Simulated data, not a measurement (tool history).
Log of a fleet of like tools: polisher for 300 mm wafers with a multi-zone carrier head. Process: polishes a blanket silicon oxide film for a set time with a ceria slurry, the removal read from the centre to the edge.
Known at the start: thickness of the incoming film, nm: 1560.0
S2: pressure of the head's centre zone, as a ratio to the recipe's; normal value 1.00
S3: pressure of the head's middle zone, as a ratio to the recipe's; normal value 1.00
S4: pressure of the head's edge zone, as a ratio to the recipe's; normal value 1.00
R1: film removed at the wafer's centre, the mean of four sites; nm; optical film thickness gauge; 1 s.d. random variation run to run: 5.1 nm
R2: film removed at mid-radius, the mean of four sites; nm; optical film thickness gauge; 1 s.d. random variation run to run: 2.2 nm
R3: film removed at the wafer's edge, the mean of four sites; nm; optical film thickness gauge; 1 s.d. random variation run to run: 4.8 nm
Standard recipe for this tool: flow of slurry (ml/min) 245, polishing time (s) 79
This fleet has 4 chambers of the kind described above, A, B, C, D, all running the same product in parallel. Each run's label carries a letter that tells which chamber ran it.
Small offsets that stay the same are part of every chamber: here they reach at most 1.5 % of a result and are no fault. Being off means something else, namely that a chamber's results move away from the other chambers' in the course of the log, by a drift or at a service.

{"day": 0.008, "done": "chamber C: slurry nozzle cleaned"}
{"run": "1B", "day": 0.112, "flow of slurry (ml/min)": 245, "S2": 1.0, "S3": 1.0, "S4": 1.0, "polishing time (s)": 79, "R1": 341.51, "R2": 342.79, "R3": 348.57}
{"run": "2C", "day": 0.208, "flow of slurry (ml/min)": 245, "S2": 1.0, "S3": 1.0, "S4": 1.0, "polishing time (s)": 79, "R1": 346.57, "R2": 350.24, "R3": 345.82}
{"run": "3A", "day": 0.362, "flow of slurry (ml/min)": 245, "S2": 1.0, "S3": 1.0, "S4": 1.0, "polishing time (s)": 79, "R1": 336.34, "R2": 338.28, "R3": 338.75}
{"run": "4D", "day": 0.442, "flow of slurry (ml/min)": 245, "S2": 1.0, "S3": 1.0, "S4": 1.0, "polishing time (s)": 79, "R1": 336.06, "R2": 339.39, "R3": 334.06}
{"day": 0.571, "done": "chamber A: worn pad replaced by a new one"}
{"run": "5C", "day": 0.592, "flow of slurry (ml/min)": 245, "S2": 1.0, "S3": 1.0, "S4": 1.0, "polishing time (s)": 79, "R1": 333.86, "R2": 344.0, "R3": 339.36}
{"run": "6B", "day": 0.738, "flow of slurry (ml/min)": 245, "S2": 1.0, "S3": 1.0, "S4": 1.0, "polishing time (s)": 79, "R1": 339.89, "R2": 344.89, "R3": 346.87}
{"run": "7A", "day": 0.9, "flow of slurry (ml/min)": 245, "S2": 0.93, "S3": 1.0, "S4": 1.0, "polishing time (s)": 79, "R1": 311.45, "R2": 341.64, "R3": 345.68}
{"run": "8D", "day": 1.017, "flow of slurry (ml/min)": 245, "S2": 0.93, "S3": 1.0, "S4": 1.0, "polishing time (s)": 79, "R1": 323.85, "R2": 339.77, "R3": 334.34}
{"run": "9A", "day": 1.133, "flow of slurry (ml/min)": 245, "S2": 0.93, "S3": 1.0, "S4": 1.0, "polishing time (s)": 79, "R1": 310.05, "R2": 340.36, "R3": 345.16}
{"run": "10B", "day": 1.208, "flow of slurry (ml/min)": 245, "S2": 0.93, "S3": 1.0, "S4": 1.0, "polishing time (s)": 79, "R1": 309.53, "R2": 340.89, "R3": 340.39}
{"run": "11D", "day": 1.367, "flow of slurry (ml/min)": 245, "S2": 1.0, "S3": 1.0, "S4": 1.04, "polishing time (s)": 102, "R1": 447.84, "R2": 438.68, "R3": 445.89}
{"day": 1.471, "done": "chamber A: centre zone pressure recalibrated"}
{"run": "12C", "day": 1.504, "flow of slurry (ml/min)": 245, "S2": 1.0, "S3": 1.0, "S4": 1.04, "polishing time (s)": 102, "R1": 434.3, "R2": 446.81, "R3": 459.54}
{"run": "13D", "day": 1.621, "flow of slurry (ml/min)": 245, "S2": 1.0, "S3": 1.0, "S4": 1.04, "polishing time (s)": 102, "R1": 439.27, "R2": 444.14, "R3": 453.7}
{"run": "14A", "day": 1.75, "flow of slurry (ml/min)": 245, "S2": 1.0, "S3": 1.0, "S4": 1.04, "polishing time (s)": 102, "R1": 486.45, "R2": 441.68, "R3": 443.65}
{"run": "15B", "day": 1.908, "flow of slurry (ml/min)": 245, "S2": 1.0, "S3": 1.05, "S4": 1.0, "polishing time (s)": 63, "R1": 273.7, "R2": 288.02, "R3": 272.09}
{"run": "16C", "day": 2.004, "flow of slurry (ml/min)": 245, "S2": 1.0, "S3": 1.05, "S4": 1.0, "polishing time (s)": 63, "R1": 281.47, "R2": 285.38, "R3": 277.64}
{"run": "17B", "day": 2.1, "flow of slurry (ml/min)": 245, "S2": 1.0, "S3": 1.05, "S4": 1.0, "polishing time (s)": 63, "R1": 273.64, "R2": 283.38, "R3": 271.99}
{"day": 2.183, "done": "chamber B: worn pad replaced by a new one"}
{"run": "18D", "day": 2.212, "flow of slurry (ml/min)": 245, "S2": 1.0, "S3": 1.05, "S4": 1.0, "polishing time (s)": 63, "R1": 271.76, "R2": 284.24, "R3": 270.98}
{"run": "19A", "day": 2.388, "flow of slurry (ml/min)": 245, "S2": 1.0, "S3": 1.0, "S4": 1.0, "polishing time (s)": 79, "R1": 380.22, "R2": 342.77, "R3": 348.44}
{"run": "20C", "day": 2.496, "flow of slurry (ml/min)": 245, "S2": 1.0, "S3": 1.0, "S4": 1.0, "polishing time (s)": 79, "R1": 338.03, "R2": 346.25, "R3": 342.38}
{"run": "21A", "day": 2.604, "flow of slurry (ml/min)": 245, "S2": 1.0, "S3": 1.0, "S4": 1.0, "polishing time (s)": 79, "R1": 378.81, "R2": 336.2, "R3": 343.49}
{"run": "22B", "day": 2.7, "flow of slurry (ml/min)": 290, "S2": 0.95, "S3": 1.0, "S4": 1.0, "polishing time (s)": 79, "R1": 324.26, "R2": 352.65, "R3": 353.87}
{"run": "23C", "day": 2.817, "flow of slurry (ml/min)": 290, "S2": 0.95, "S3": 1.0, "S4": 1.0, "polishing time (s)": 79, "R1": 319.55, "R2": 348.75, "R3": 351.2}
{"run": "24D", "day": 2.917, "flow of slurry (ml/min)": 290, "S2": 0.95, "S3": 1.0, "S4": 1.0, "polishing time (s)": 79, "R1": 329.66, "R2": 344.45, "R3": 343.59}
{"run": "25B", "day": 3.038, "flow of slurry (ml/min)": 290, "S2": 0.95, "S3": 1.0, "S4": 1.0, "polishing time (s)": 79, "R1": 324.18, "R2": 349.77, "R3": 335.63}
{"run": "26C", "day": 3.15, "flow of slurry (ml/min)": 245, "S2": 1.0, "S3": 1.0, "S4": 1.0, "polishing time (s)": 79, "R1": 336.57, "R2": 347.69, "R3": 349.36}
{"day": 3.179, "done": "chamber A: worn pad replaced by a new one"}
{"day": 3.308, "done": "chamber C: worn pad replaced by a new one"}
{"run": "27D", "day": 3.325, "flow of slurry (ml/min)": 245, "S2": 1.0, "S3": 1.0, "S4": 1.0, "polishing time (s)": 79, "R1": 348.22, "R2": 338.68, "R3": 333.58}
{"run": "28A", "day": 3.433, "flow of slurry (ml/min)": 245, "S2": 1.0, "S3": 1.0, "S4": 1.0, "polishing time (s)": 79, "R1": 371.3, "R2": 336.34, "R3": 349.03}
{"run": "29A", "day": 3.596, "flow of slurry (ml/min)": 245, "S2": 1.0, "S3": 1.0, "S4": 1.0, "polishing time (s)": 79, "R1": 382.44, "R2": 339.74, "R3": 342.81}
{"day": 3.638, "done": "chamber D: worn pad replaced by a new one"}
{"run": "30D", "day": 3.762, "flow of slurry (ml/min)": 245, "S2": 1.0, "S3": 1.0, "S4": 1.0, "polishing time (s)": 79, "R1": 335.78, "R2": 341.23, "R3": 332.23}
{"run": "31C", "day": 3.925, "flow of slurry (ml/min)": 165, "S2": 1.0, "S3": 1.1, "S4": 1.0, "polishing time (s)": 79, "R1": 318.07, "R2": 357.61, "R3": 329.36}
{"run": "32B", "day": 4.058, "flow of slurry (ml/min)": 165, "S2": 1.0, "S3": 1.1, "S4": 1.0, "polishing time (s)": 79, "R1": 322.1, "R2": 352.64, "R3": 324.42}
{"run": "33C", "day": 4.217, "flow of slurry (ml/min)": 165, "S2": 1.0, "S3": 1.1, "S4": 1.0, "polishing time (s)": 79, "R1": 323.5, "R2": 358.45, "R3": 324.21}
{"run": "34D", "day": 4.338, "flow of slurry (ml/min)": 165, "S2": 1.0, "S3": 1.1, "S4": 1.0, "polishing time (s)": 79, "R1": 320.1, "R2": 350.53, "R3": 317.42}
{"day": 4.379, "done": "chamber B: worn pad replaced by a new one"}
{"run": "35B", "day": 4.454, "flow of slurry (ml/min)": 245, "S2": 0.95, "S3": 1.0, "S4": 1.0, "polishing time (s)": 59, "R1": 240.82, "R2": 256.41, "R3": 252.32}
{"run": "36A", "day": 4.546, "flow of slurry (ml/min)": 245, "S2": 0.95, "S3": 1.0, "S4": 1.0, "polishing time (s)": 59, "R1": 265.88, "R2": 255.53, "R3": 259.27}
{"run": "37D", "day": 4.667, "flow of slurry (ml/min)": 245, "S2": 0.95, "S3": 1.0, "S4": 1.0, "polishing time (s)": 59, "R1": 239.72, "R2": 255.87, "R3": 253.91}
{"run": "38C", "day": 4.796, "flow of slurry (ml/min)": 245, "S2": 0.95, "S3": 1.0, "S4": 1.0, "polishing time (s)": 59, "R1": 237.53, "R2": 255.58, "R3": 255.22}

Has any chamber moved away from the others, gradually or after a service, or does the common gauge drift, or do the chambers differ only by their own small steady offsets? State the chamber and the most likely cause if one applies.

A service left chamber A off against the others.
Likeliest cause: centre zone's pressure above its setpoint, % = 11.4.

Which of the 4 candidates below, each the usual settings with something changed and its results left as question marks, puts chamber A back in line with what the other chambers give on the usual settings?
Counts as in line when no further than this from what the other chambers average on the usual settings: R1 18.00 nm; R2 7.80 nm; R3 17.00 nm
{"run": "39A-1", "day": 4.921, "flow of slurry (ml/min)": 235, "S2": 0.84, "S3": 1.05, "S4": 1.05, "polishing time (s)": 77, "R1": "?", "R2": "?", "R3": "?"}
{"run": "39A-2", "day": 4.921, "flow of slurry (ml/min)": 255, "S2": 1.16, "S3": 0.95, "S4": 0.95, "polishing time (s)": 81, "R1": "?", "R2": "?", "R3": "?"}
{"run": "39A-3", "day": 4.921, "flow of slurry (ml/min)": 250, "S2": 1.08, "S3": 0.97, "S4": 0.98, "polishing time (s)": 80, "R1": "?", "R2": "?", "R3": "?"}
{"run": "39A-4", "day": 4.921, "flow of slurry (ml/min)": 240, "S2": 0.92, "S3": 1.03, "S4": 1.02, "polishing time (s)": 78, "R1": "?", "R2": "?", "R3": "?"}

On the usual settings, the other chambers give on average: R1 340.72 nm; R2 343.13 nm; R3 340.47 nm
run=39A-1 R1=304.19 R2=345.04 R3=340.46
run=39A-2 R1=458.21 R2=333.49 R3=342.91
run=39A-3 R1=418.23 R2=335.15 R3=343.44
run=39A-4 R1=341.24 R2=344.07 R3=340.38
39A-4 brings the chamber back in line.
